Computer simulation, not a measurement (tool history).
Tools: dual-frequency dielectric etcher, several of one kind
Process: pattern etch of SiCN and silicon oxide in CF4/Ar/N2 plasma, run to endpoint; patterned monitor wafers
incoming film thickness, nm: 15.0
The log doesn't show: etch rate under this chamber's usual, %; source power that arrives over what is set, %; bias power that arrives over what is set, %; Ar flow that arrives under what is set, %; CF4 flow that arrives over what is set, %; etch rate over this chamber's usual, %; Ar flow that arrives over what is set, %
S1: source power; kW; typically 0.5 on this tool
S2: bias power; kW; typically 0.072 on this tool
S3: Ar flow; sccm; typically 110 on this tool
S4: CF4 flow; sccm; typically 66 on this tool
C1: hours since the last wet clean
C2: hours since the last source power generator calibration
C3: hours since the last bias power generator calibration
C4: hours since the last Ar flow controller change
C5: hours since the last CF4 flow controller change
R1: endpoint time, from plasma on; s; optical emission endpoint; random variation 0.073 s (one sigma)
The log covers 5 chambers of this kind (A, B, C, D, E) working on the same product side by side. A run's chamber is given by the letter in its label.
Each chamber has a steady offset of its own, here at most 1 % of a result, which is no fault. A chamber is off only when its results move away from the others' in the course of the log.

{"run": "1D", "day": 0.412, "S1": 0.5, "S2": 0.072, "S3": 110, "S4": 66, "C1": 250.5, "C2": 1757.5, "C3": 959.8, "C4": 370.6, "C5": 6249, "R1": 16.053}
{"run": "2A", "day": 0.65, "S1": 0.5, "S2": 0.072, "S3": 110, "S4": 66, "C1": 418.7, "C2": 981, "C3": 205.6, "C4": 3109.6, "C5": 4023.1, "R1": 16.33}
{"run": "3E", "day": 0.962, "S1": 0.5, "S2": 0.072, "S3": 110, "S4": 66, "C1": 35.2, "C2": 2749.8, "C3": 1611.1, "C4": 878.9, "C5": 690.6, "R1": 16.434}
{"run": "4C", "day": 1.254, "S1": 0.5, "S2": 0.072, "S3": 110, "S4": 66, "C1": 586.7, "C2": 435.1, "C3": 3594.8, "C4": 2034.9, "C5": 1011.1, "R1": 16.15}
{"run": "5B", "day": 1.458, "S1": 0.5, "S2": 0.072, "S3": 110, "S4": 66, "C1": 126.9, "C2": 474.2, "C3": 1470.1, "C4": 1651.7, "C5": 1905.1, "R1": 16.384}
{"run": "6E", "day": 1.75, "S1": 0.5, "S2": 0.072, "S3": 110, "S4": 66, "C1": 54.1, "C2": 2768.7, "C3": 1630, "C4": 897.8, "C5": 709.5, "R1": 16.275}
{"run": "7C", "day": 1.979, "S1": 0.5, "S2": 0.072, "S3": 110, "S4": 66, "C1": 604.1, "C2": 452.5, "C3": 3612.2, "C4": 2052.3, "C5": 1028.5, "R1": 16.25}
{"day": 2.246, "done": "chamber C: wet clean of the chamber"}
{"day": 2.258, "done": "chamber C: bias power generator calibrated"}
{"run": "8B", "day": 2.267, "S1": 0.5, "S2": 0.072, "S3": 110, "S4": 66, "C1": 146.3, "C2": 493.6, "C3": 1489.5, "C4": 1671.1, "C5": 1924.5, "R1": 16.305}
{"run": "9D", "day": 2.6, "S1": 0.5, "S2": 0.072, "S3": 110, "S4": 66, "C1": 303, "C2": 1810, "C3": 1012.3, "C4": 423.1, "C5": 6301.5, "R1": 16.054}
{"run": "10A", "day": 2.925, "S1": 0.5, "S2": 0.072, "S3": 110, "S4": 66, "C1": 473.3, "C2": 1035.6, "C3": 260.2, "C4": 3164.2, "C5": 4077.7, "R1": 16.397}
{"run": "11E", "day": 3.279, "S1": 0.5, "S2": 0.072, "S3": 110, "S4": 66, "C1": 90.8, "C2": 2805.4, "C3": 1666.7, "C4": 934.5, "C5": 746.2, "R1": 16.414}
{"run": "12A", "day": 3.638, "S1": 0.5, "S2": 0.072, "S3": 110, "S4": 66, "C1": 490.4, "C2": 1052.7, "C3": 277.3, "C4": 3181.3, "C5": 4094.8, "R1": 16.391}
{"run": "13B", "day": 3.912, "S1": 0.5, "S2": 0.072, "S3": 110, "S4": 66, "C1": 185.8, "C2": 533.1, "C3": 1529, "C4": 1710.6, "C5": 1964, "R1": 16.241}
{"run": "14C", "day": 4.279, "S1": 0.5, "S2": 0.072, "S3": 110, "S4": 66, "C1": 48.9, "C2": 507.7, "C3": 48.6, "C4": 2107.5, "C5": 1083.7, "R1": 16.302}
{"run": "15D", "day": 4.475, "S1": 0.5, "S2": 0.072, "S3": 110, "S4": 66, "C1": 348, "C2": 1855, "C3": 1057.3, "C4": 468.1, "C5": 6346.5, "R1": 16.209}
{"run": "16C", "day": 4.883, "S1": 0.5, "S2": 0.072, "S3": 123, "S4": 66, "C1": 63.4, "C2": 522.2, "C3": 63.1, "C4": 2122, "C5": 1098.2, "R1": 16.674}
{"run": "17B", "day": 5.062, "S1": 0.5, "S2": 0.072, "S3": 123, "S4": 66, "C1": 213.4, "C2": 560.7, "C3": 1556.6, "C4": 1738.2, "C5": 1991.6, "R1": 16.423}
{"run": "18A", "day": 5.471, "S1": 0.5, "S2": 0.072, "S3": 123, "S4": 66, "C1": 534.4, "C2": 1096.7, "C3": 321.3, "C4": 3225.3, "C5": 4138.8, "R1": 16.854}
{"run": "19D", "day": 5.754, "S1": 0.5, "S2": 0.072, "S3": 123, "S4": 66, "C1": 378.7, "C2": 1885.7, "C3": 1088, "C4": 498.8, "C5": 6377.2, "R1": 16.402}
{"run": "20E", "day": 5.988, "S1": 0.5, "S2": 0.072, "S3": 123, "S4": 66, "C1": 155.8, "C2": 2870.4, "C3": 1731.7, "C4": 999.5, "C5": 811.2, "R1": 16.716}
{"run": "21C", "day": 6.279, "S1": 0.5, "S2": 0.072, "S3": 110, "S4": 66, "C1": 96.9, "C2": 555.7, "C3": 96.6, "C4": 2155.5, "C5": 1131.7, "R1": 16.285}
{"day": 6.462, "done": "chamber D: CF4 flow controller replaced"}
{"run": "22A", "day": 6.492, "S1": 0.5, "S2": 0.072, "S3": 110, "S4": 66, "C1": 558.9, "C2": 1121.2, "C3": 345.8, "C4": 3249.8, "C5": 4163.3, "R1": 16.566}
{"run": "23E", "day": 6.783, "S1": 0.5, "S2": 0.072, "S3": 110, "S4": 66, "C1": 174.9, "C2": 2889.5, "C3": 1750.8, "C4": 1018.6, "C5": 830.3, "R1": 16.207}
{"run": "24D", "day": 7.058, "S1": 0.5, "S2": 0.072, "S3": 110, "S4": 66, "C1": 410, "C2": 1917, "C3": 1119.3, "C4": 530.1, "C5": 14.3, "R1": 16.152}
{"run": "25B", "day": 7.283, "S1": 0.5, "S2": 0.072, "S3": 110, "S4": 66, "C1": 266.7, "C2": 614, "C3": 1609.9, "C4": 1791.5, "C5": 2044.9, "R1": 16.407}
{"day": 7.288, "done": "chamber A: CF4 flow controller replaced"}
{"run": "26D", "day": 7.504, "S1": 0.5, "S2": 0.072, "S3": 110, "S4": 66, "C1": 420.7, "C2": 1927.7, "C3": 1130, "C4": 540.8, "C5": 25, "R1": 16.262}
{"run": "27B", "day": 7.9, "S1": 0.5, "S2": 0.072, "S3": 110, "S4": 66, "C1": 281.5, "C2": 628.8, "C3": 1624.7, "C4": 1806.3, "C5": 2059.7, "R1": 16.307}
{"run": "28A", "day": 8.112, "S1": 0.5, "S2": 0.072, "S3": 110, "S4": 66, "C1": 597.8, "C2": 1160.1, "C3": 384.7, "C4": 3288.7, "C5": 19.9, "R1": 16.786}
{"run": "29E", "day": 8.442, "S1": 0.5, "S2": 0.072, "S3": 110, "S4": 66, "C1": 214.7, "C2": 2929.3, "C3": 1790.6, "C4": 1058.4, "C5": 870.1, "R1": 16.489}
{"run": "30C", "day": 8.683, "S1": 0.5, "S2": 0.072, "S3": 110, "S4": 66, "C1": 154.6, "C2": 613.4, "C3": 154.3, "C4": 2213.2, "C5": 1189.4, "R1": 16.323}
{"day": 8.892, "done": "chamber D: wet clean of the chamber"}
{"run": "31C", "day": 8.938, "S1": 0.5, "S2": 0.072, "S3": 110, "S4": 66, "C1": 160.7, "C2": 619.5, "C3": 160.4, "C4": 2219.3, "C5": 1195.5, "R1": 16.372}
{"run": "32E", "day": 9.254, "S1": 0.5, "S2": 0.072, "S3": 110, "S4": 66, "C1": 234.2, "C2": 2948.8, "C3": 1810.1, "C4": 1077.9, "C5": 889.6, "R1": 16.361}
{"run": "33A", "day": 9.562, "S1": 0.5, "S2": 0.072, "S3": 110, "S4": 66, "C1": 632.6, "C2": 1194.9, "C3": 419.5, "C4": 3323.5, "C5": 54.7, "R1": 16.825}
{"run": "34D", "day": 9.95, "S1": 0.5, "S2": 0.072, "S3": 110, "S4": 66, "C1": 25.5, "C2": 1986.4, "C3": 1188.7, "C4": 599.5, "C5": 83.7, "R1": 16.205}
{"run": "35B", "day": 10.162, "S1": 0.5, "S2": 0.072, "S3": 110, "S4": 66, "C1": 335.8, "C2": 683.1, "C3": 1679, "C4": 1860.6, "C5": 2114, "R1": 16.35}

What goes on in this fleet: one chamber off, a drifting gauge, or nothing beyond the chambers' own small offsets? Name the chamber and the cause, if any.

One chamber, A, drifts off from the rest bit by bit.
Likeliest cause: etch rate under this chamber's usual, % = 3.21.
With only this log, it may be confused with: source power that arrives under what is set, %.

Which of the 4 candidates below, each the usual settings with something changed and its results left as question marks, puts chamber A back in line with what the other chambers give on the usual settings?
Maximum distance from the other chambers' mean on the usual settings for a result to count as in line: R1 0.26 s
{"run": "36A-1", "day": 10.458, "S1": 0.5, "S2": 0.078, "S3": 110, "S4": 69, "R1": "?"}
{"run": "36A-2", "day": 10.458, "S1": 0.5, "S2": 0.072, "S3": 113, "S4": 65, "R1": "?"}
{"run": "36A-3", "day": 10.458, "S1": 0.5, "S2": 0.064, "S3": 110, "S4": 66, "R1": "?"}
{"run": "36A-4", "day": 10.458, "S1": 0.5, "S2": 0.073, "S3": 110, "S4": 66, "R1": "?"}

Other chambers, usual settings, mean: R1 16.276 s
run=36A-1 R1=16.284
run=36A-2 R1=16.961
run=36A-3 R1=17.527
run=36A-4 R1=16.77
36A-1 puts the chamber back in line with the other chambers.
